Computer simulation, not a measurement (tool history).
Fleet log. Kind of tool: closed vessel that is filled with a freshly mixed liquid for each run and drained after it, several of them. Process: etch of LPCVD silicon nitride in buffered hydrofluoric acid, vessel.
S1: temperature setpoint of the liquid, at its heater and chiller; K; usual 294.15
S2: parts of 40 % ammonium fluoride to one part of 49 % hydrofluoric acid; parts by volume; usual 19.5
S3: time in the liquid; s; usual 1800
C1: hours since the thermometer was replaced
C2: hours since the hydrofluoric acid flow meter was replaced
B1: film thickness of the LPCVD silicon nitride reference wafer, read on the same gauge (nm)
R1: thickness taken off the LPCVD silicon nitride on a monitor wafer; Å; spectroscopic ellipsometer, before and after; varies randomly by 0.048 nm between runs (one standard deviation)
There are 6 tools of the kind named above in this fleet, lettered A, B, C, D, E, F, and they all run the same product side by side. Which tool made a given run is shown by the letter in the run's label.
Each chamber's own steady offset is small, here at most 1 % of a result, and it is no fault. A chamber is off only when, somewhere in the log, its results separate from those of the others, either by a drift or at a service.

-- hour=2.6 chamber B: hydrofluoric acid flow meter replaced
run 1A hour=4.3 | S1=294.15 S2=19.5 S3=1800 | C1=703.9 C2=374.0 | B1=120.02 | R1=111.830
run 2D hour=7.7 | S1=294.15 S2=19.5 S3=1800 | C1=850.8 C2=708.8 | B1=119.98 | R1=112.430
run 3B hour=12.3 | S1=294.15 S2=19.5 S3=1800 | C1=173.2 C2=9.7 | B1=119.99 | R1=111.650
run 4C hour=15.4 | S1=294.15 S2=19.5 S3=1800 | C1=475.5 C2=282.0 | B1=120.02 | R1=112.310
run 5E hour=18.3 | S1=294.15 S2=19.5 S3=1800 | C1=616.4 C2=328.8 | B1=119.96 | R1=111.390
run 6F hour=20.8 | S1=294.15 S2=19.5 S3=1800 | C1=905.1 C2=1390.5 | B1=120.01 | R1=111.860
run 7A hour=25.6 | S1=294.15 S2=19.5 S3=1800 | C1=725.2 C2=395.3 | B1=119.99 | R1=112.300
run 8D hour=28.9 | S1=294.15 S2=19.5 S3=1800 | C1=872.0 C2=730.0 | B1=119.96 | R1=111.570
run 9C hour=31.1 | S1=294.15 S2=19.5 S3=1800 | C1=491.2 C2=297.7 | B1=120.01 | R1=111.660
run 10F hour=35.5 | S1=294.15 S2=19.5 S3=1800 | C1=919.8 C2=1405.2 | B1=119.99 | R1=112.560
-- hour=36.7 chamber F: thermometer replaced
run 11B hour=37.7 | S1=294.15 S2=19.5 S3=945 | C1=198.6 C2=35.1 | B1=119.97 | R1=59.051
run 12E hour=40.4 | S1=294.15 S2=19.5 S3=945 | C1=638.5 C2=350.9 | B1=120.02 | R1=58.937
run 13A hour=44.0 | S1=294.15 S2=19.5 S3=945 | C1=743.6 C2=413.7 | B1=120.03 | R1=59.137
run 14D hour=46.8 | S1=294.15 S2=19.5 S3=945 | C1=889.9 C2=747.9 | B1=120.00 | R1=58.624
run 15C hour=49.3 | S1=294.15 S2=19.5 S3=945 | C1=509.4 C2=315.9 | B1=120.00 | R1=57.776
run 16B hour=52.4 | S1=294.15 S2=19.5 S3=945 | C1=213.3 C2=49.8 | B1=120.02 | R1=58.203
run 17E hour=55.5 | S1=294.15 S2=17.0 S3=950 | C1=653.6 C2=366.0 | B1=120.00 | R1=68.264
run 18F hour=59.8 | S1=294.15 S2=17.0 S3=950 | C1=23.2 C2=1429.5 | B1=120.04 | R1=68.320
run 19D hour=62.1 | S1=294.15 S2=17.0 S3=950 | C1=905.2 C2=763.2 | B1=120.01 | R1=67.781
run 20C hour=64.4 | S1=294.15 S2=17.0 S3=950 | C1=524.5 C2=331.0 | B1=120.00 | R1=66.762
run 21A hour=67.4 | S1=294.15 S2=17.0 S3=950 | C1=767.0 C2=437.1 | B1=120.02 | R1=66.954
run 22F hour=69.9 | S1=294.15 S2=17.0 S3=950 | C1=33.3 C2=1439.6 | B1=120.02 | R1=67.785
run 23B hour=72.2 | S1=294.15 S2=19.5 S3=1800 | C1=233.1 C2=69.6 | B1=120.01 | R1=111.240
run 24E hour=77.1 | S1=294.15 S2=19.5 S3=1800 | C1=675.2 C2=387.6 | B1=120.02 | R1=113.020
run 25F hour=80.0 | S1=294.15 S2=19.5 S3=1800 | C1=43.4 C2=1449.7 | B1=119.99 | R1=111.920
run 26C hour=84.3 | S1=294.15 S2=19.5 S3=1800 | C1=544.4 C2=350.9 | B1=120.02 | R1=110.710
run 27A hour=86.5 | S1=294.15 S2=19.5 S3=1800 | C1=786.1 C2=456.2 | B1=119.98 | R1=110.080
run 28D hour=88.9 | S1=294.15 S2=19.5 S3=1800 | C1=932.0 C2=790.0 | B1=120.01 | R1=111.540
run 29B hour=91.8 | S1=294.15 S2=19.5 S3=1800 | C1=252.7 C2=89.2 | B1=119.96 | R1=111.090
run 30E hour=95.9 | S1=294.15 S2=19.5 S3=1800 | C1=694.0 C2=406.4 | B1=119.96 | R1=111.720
run 31E hour=98.6 | S1=294.15 S2=19.5 S3=1800 | C1=696.7 C2=409.1 | B1=119.98 | R1=111.530
run 32A hour=102.6 | S1=294.15 S2=19.5 S3=1800 | C1=802.2 C2=472.3 | B1=119.99 | R1=110.200
run 33C hour=107.1 | S1=294.15 S2=23.0 S3=1800 | C1=567.2 C2=373.7 | B1=120.00 | R1=98.734
run 34D hour=109.5 | S1=294.15 S2=23.0 S3=1800 | C1=952.6 C2=810.6 | B1=119.99 | R1=98.854
run 35B hour=112.8 | S1=294.15 S2=23.0 S3=1800 | C1=273.7 C2=110.2 | B1=120.00 | R1=98.418
run 36F hour=115.1 | S1=294.15 S2=23.0 S3=1800 | C1=78.5 C2=1484.8 | B1=120.02 | R1=99.814
run 37F hour=119.8 | S1=294.15 S2=23.0 S3=1800 | C1=83.2 C2=1489.5 | B1=119.98 | R1=98.940
run 38A hour=123.6 | S1=294.15 S2=23.0 S3=1800 | C1=823.2 C2=493.3 | B1=119.98 | R1=97.102
run 39B hour=125.8 | S1=294.15 S2=19.5 S3=1800 | C1=286.7 C2=123.2 | B1=120.00 | R1=111.780
run 40D hour=128.0 | S1=294.15 S2=19.5 S3=1800 | C1=971.1 C2=829.1 | B1=120.01 | R1=111.280
run 41C hour=131.5 | S1=294.15 S2=19.5 S3=1800 | C1=591.6 C2=398.1 | B1=119.99 | R1=110.610
run 42E hour=136.0 | S1=294.15 S2=19.5 S3=1800 | C1=734.1 C2=446.5 | B1=120.05 | R1=112.120

Predict what each chamber gives when all 6 of them run the settings below next.
run 43A hour=139.6 | S1=294.15 S2=19.5 S3=1800 | R1=?
run 43B hour=139.6 | S1=294.15 S2=19.5 S3=1800 | R1=?
run 43C hour=139.6 | S1=294.15 S2=19.5 S3=1800 | R1=?
run 43D hour=139.6 | S1=294.15 S2=19.5 S3=1800 | R1=?
run 43E hour=139.6 | S1=294.15 S2=19.5 S3=1800 | R1=?
run 43F hour=139.6 | S1=294.15 S2=19.5 S3=1800 | R1=?

run=43A R1=107.730
run=43B R1=111.270
run=43C R1=111.740
run=43D R1=112.500
run=43E R1=111.720
run=43F R1=112.620
